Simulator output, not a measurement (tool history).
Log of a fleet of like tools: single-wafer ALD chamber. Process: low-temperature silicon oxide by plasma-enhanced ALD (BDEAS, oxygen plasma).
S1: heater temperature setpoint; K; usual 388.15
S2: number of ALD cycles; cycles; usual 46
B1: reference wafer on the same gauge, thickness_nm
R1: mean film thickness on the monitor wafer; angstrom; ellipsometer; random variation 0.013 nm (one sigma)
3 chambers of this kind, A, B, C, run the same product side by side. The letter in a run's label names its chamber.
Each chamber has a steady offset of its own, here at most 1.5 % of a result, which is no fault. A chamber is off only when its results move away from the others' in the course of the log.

run 1A hour=11.0 | S1=388.15 S2=46 | B1=7.3249 | R1=63.324
run 2C hour=19.7 | S1=388.15 S2=46 | B1=7.3294 | R1=63.809
run 3B hour=29.1 | S1=388.15 S2=46 | B1=7.3343 | R1=63.087
run 4C hour=36.0 | S1=388.15 S2=46 | B1=7.3303 | R1=63.899
run 5B hour=43.8 | S1=388.15 S2=46 | B1=7.3270 | R1=63.000
run 6A hour=52.8 | S1=388.15 S2=46 | B1=7.3319 | R1=63.544
run 7B hour=68.1 | S1=402.15 S2=53 | B1=7.3283 | R1=70.865
run 8C hour=75.0 | S1=402.15 S2=53 | B1=7.3295 | R1=71.952
run 9A hour=85.3 | S1=402.15 S2=53 | B1=7.3311 | R1=71.117
run 10B hour=99.0 | S1=388.15 S2=46 | B1=7.3257 | R1=63.291
run 11C hour=107.8 | S1=388.15 S2=46 | B1=7.3289 | R1=63.867
run 12A hour=119.7 | S1=379.15 S2=51 | B1=7.3275 | R1=71.334
run 13B hour=129.2 | S1=379.15 S2=51 | B1=7.3329 | R1=71.170
run 14A hour=136.3 | S1=379.15 S2=51 | B1=7.3297 | R1=71.466
run 15C hour=145.7 | S1=388.15 S2=46 | B1=7.3308 | R1=63.857
-- hour=159.8 chamber A: thermocouple changed; heater temperature recalibrated
run 16B hour=161.1 | S1=388.15 S2=46 | B1=7.3278 | R1=62.914
run 17C hour=169.9 | S1=388.15 S2=46 | B1=7.3337 | R1=63.970
run 18A hour=180.1 | S1=388.15 S2=51 | B1=7.3313 | R1=70.131
run 19C hour=194.4 | S1=388.15 S2=51 | B1=7.3318 | R1=70.678
run 20B hour=206.9 | S1=388.15 S2=51 | B1=7.3331 | R1=69.832
run 21A hour=213.5 | S1=388.15 S2=46 | B1=7.3302 | R1=63.269
run 22B hour=226.5 | S1=388.15 S2=46 | B1=7.3287 | R1=63.091
run 23A hour=238.3 | S1=377.15 S2=40 | B1=7.3298 | R1=56.128
run 24C hour=246.8 | S1=377.15 S2=40 | B1=7.3302 | R1=56.718
-- hour=251.0 chamber C: thermocouple changed; heater temperature recalibrated
run 25B hour=260.9 | S1=377.15 S2=40 | B1=7.3303 | R1=55.753
run 26C hour=268.9 | S1=388.15 S2=46 | B1=7.3327 | R1=63.854
run 27A hour=281.4 | S1=388.15 S2=46 | B1=7.3296 | R1=63.572
run 28A hour=294.4 | S1=388.15 S2=46 | B1=7.3326 | R1=63.428
run 29B hour=305.2 | S1=388.15 S2=46 | B1=7.3288 | R1=63.206
run 30C hour=312.0 | S1=388.15 S2=46 | B1=7.3303 | R1=63.705
run 31A hour=320.0 | S1=388.15 S2=46 | B1=7.3290 | R1=63.276
run 32B hour=332.8 | S1=388.15 S2=46 | B1=7.3292 | R1=63.069
run 33C hour=347.6 | S1=388.15 S2=46 | B1=7.3314 | R1=63.642
run 34A hour=357.2 | S1=388.15 S2=46 | B1=7.3262 | R1=63.381
run 35B hour=372.4 | S1=388.15 S2=46 | B1=7.3290 | R1=63.250
run 36C hour=385.4 | S1=388.15 S2=46 | B1=7.3279 | R1=64.028
run 37A hour=393.7 | S1=388.15 S2=46 | B1=7.3317 | R1=63.297
run 38B hour=406.8 | S1=388.15 S2=46 | B1=7.3297 | R1=63.247
run 39C hour=414.8 | S1=388.15 S2=46 | B1=7.3275 | R1=63.753
run 40B hour=426.1 | S1=388.15 S2=46 | B1=7.3330 | R1=63.046
run 41A hour=434.7 | S1=388.15 S2=46 | B1=7.3309 | R1=63.214
run 42C hour=444.2 | S1=388.15 S2=46 | B1=7.3280 | R1=64.233
run 43C hour=453.0 | S1=388.15 S2=46 | B1=7.3340 | R1=63.810

What goes on in this fleet: one chamber off, a drifting gauge, or nothing beyond the chambers' own small offsets? Name the chamber and the cause, if any.

No chamber stands off beyond its own small offset, and the gauge holds steady.

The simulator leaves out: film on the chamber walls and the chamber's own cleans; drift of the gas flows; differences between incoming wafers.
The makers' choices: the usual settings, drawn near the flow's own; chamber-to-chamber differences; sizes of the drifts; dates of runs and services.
